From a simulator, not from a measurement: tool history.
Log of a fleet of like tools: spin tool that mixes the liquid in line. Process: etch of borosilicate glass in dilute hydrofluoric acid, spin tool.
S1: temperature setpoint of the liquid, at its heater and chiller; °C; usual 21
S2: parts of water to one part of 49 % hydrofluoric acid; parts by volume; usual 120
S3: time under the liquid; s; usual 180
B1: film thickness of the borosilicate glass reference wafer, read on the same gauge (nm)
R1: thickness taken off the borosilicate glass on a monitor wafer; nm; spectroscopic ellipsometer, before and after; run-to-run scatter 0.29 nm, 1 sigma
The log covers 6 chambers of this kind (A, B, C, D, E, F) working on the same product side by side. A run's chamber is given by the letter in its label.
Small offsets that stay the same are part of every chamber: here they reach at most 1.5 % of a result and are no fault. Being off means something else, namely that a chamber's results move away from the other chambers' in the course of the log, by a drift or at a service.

run 1A hour=2.1 | S1=21 S2=120 S3=180 | B1=40.005 | R1=35.064
run 2E hour=6.1 | S1=21 S2=120 S3=180 | B1=39.983 | R1=35.25
run 3F hour=10.3 | S1=21 S2=120 S3=180 | B1=39.998 | R1=35.884
run 4C hour=14.1 | S1=21 S2=120 S3=180 | B1=40.005 | R1=36.341
run 5B hour=16.6 | S1=21 S2=120 S3=180 | B1=40.008 | R1=35.587
run 6D hour=20.4 | S1=21 S2=120 S3=180 | B1=40.001 | R1=36.292
run 7E hour=23.1 | S1=23.5 S2=120 S3=180 | B1=39.989 | R1=38.797
run 8F hour=27.8 | S1=23.5 S2=120 S3=180 | B1=39.993 | R1=39.351
run 9D hour=32.1 | S1=23.5 S2=120 S3=180 | B1=40.042 | R1=40.19
run 10C hour=36.1 | S1=23.5 S2=120 S3=180 | B1=39.977 | R1=40.214
run 11A hour=39.7 | S1=23.5 S2=120 S3=180 | B1=40.049 | R1=39.332
run 12B hour=41.7 | S1=23.5 S2=120 S3=180 | B1=40.023 | R1=39.109
run 13B hour=45.3 | S1=25.5 S2=120 S3=180 | B1=39.99 | R1=42.366
run 14A hour=48.1 | S1=25.5 S2=120 S3=180 | B1=40.011 | R1=41.753
-- hour=51.7 chamber F: hydrofluoric acid flow meter replaced
run 15F hour=52.4 | S1=25.5 S2=120 S3=180 | B1=40.014 | R1=42.13
run 16E hour=55.5 | S1=25.5 S2=120 S3=180 | B1=39.989 | R1=42.718
run 17D hour=58.1 | S1=25.5 S2=120 S3=180 | B1=39.998 | R1=42.463
run 18C hour=62 | S1=25.5 S2=120 S3=180 | B1=40.004 | R1=43.644
run 19B hour=65.6 | S1=21 S2=120 S3=180 | B1=39.991 | R1=35.522
run 20E hour=68.9 | S1=21 S2=120 S3=180 | B1=40 | R1=35.225
run 21F hour=72.9 | S1=21 S2=120 S3=180 | B1=39.965 | R1=35.512
run 22A hour=77.5 | S1=21 S2=120 S3=180 | B1=40.032 | R1=35.257
run 23D hour=80.8 | S1=21 S2=120 S3=180 | B1=39.985 | R1=35.622
run 24C hour=85.5 | S1=21 S2=120 S3=180 | B1=40.003 | R1=37.289
run 25C hour=88 | S1=21 S2=120 S3=180 | B1=39.97 | R1=37.555
run 26F hour=91 | S1=21 S2=120 S3=180 | B1=39.986 | R1=35.965
run 27E hour=95.4 | S1=21 S2=120 S3=180 | B1=40.011 | R1=35.806
run 28D hour=98.5 | S1=21 S2=120 S3=180 | B1=39.989 | R1=36.139
run 29A hour=100.7 | S1=21 S2=120 S3=180 | B1=40.027 | R1=35.003
run 30B hour=105 | S1=21 S2=120 S3=180 | B1=39.973 | R1=36.204
run 31B hour=107.9 | S1=21 S2=120 S3=180 | B1=39.975 | R1=35.692
run 32C hour=112.5 | S1=21 S2=90 S3=180 | B1=40.054 | R1=52.304
run 33A hour=117.2 | S1=21 S2=90 S3=180 | B1=39.97 | R1=48.363
run 34D hour=119.4 | S1=21 S2=90 S3=180 | B1=40.008 | R1=49.027
run 35F hour=123.8 | S1=21 S2=90 S3=180 | B1=39.978 | R1=49.585
run 36E hour=126.3 | S1=21 S2=90 S3=180 | B1=39.982 | R1=48.486
run 37E hour=130.4 | S1=21 S2=90 S3=180 | B1=39.958 | R1=48.558
run 38C hour=133.1 | S1=21 S2=120 S3=180 | B1=40.002 | R1=38.861
run 39A hour=135.7 | S1=21 S2=120 S3=180 | B1=39.961 | R1=35.27
run 40F hour=139.5 | S1=21 S2=120 S3=180 | B1=39.982 | R1=35.735
run 41B hour=143.7 | S1=21 S2=80 S3=180 | B1=40.022 | R1=56.938
run 42D hour=146.2 | S1=21 S2=80 S3=180 | B1=39.969 | R1=56.603

For the next run the whole fleet of 6 chambers uses the same settings. Give each chamber's results:
run 43A hour=149.6 | S1=21 S2=120 S3=180 | R1=?
run 43B hour=149.6 | S1=21 S2=120 S3=180 | R1=?
run 43C hour=149.6 | S1=21 S2=120 S3=180 | R1=?
run 43D hour=149.6 | S1=21 S2=120 S3=180 | R1=?
run 43E hour=149.6 | S1=21 S2=120 S3=180 | R1=?
run 43F hour=149.6 | S1=21 S2=120 S3=180 | R1=?

run=43A R1=35.498
run=43B R1=36.005
run=43C R1=39.373
run=43D R1=35.924
run=43E R1=34.731
run=43F R1=35.748
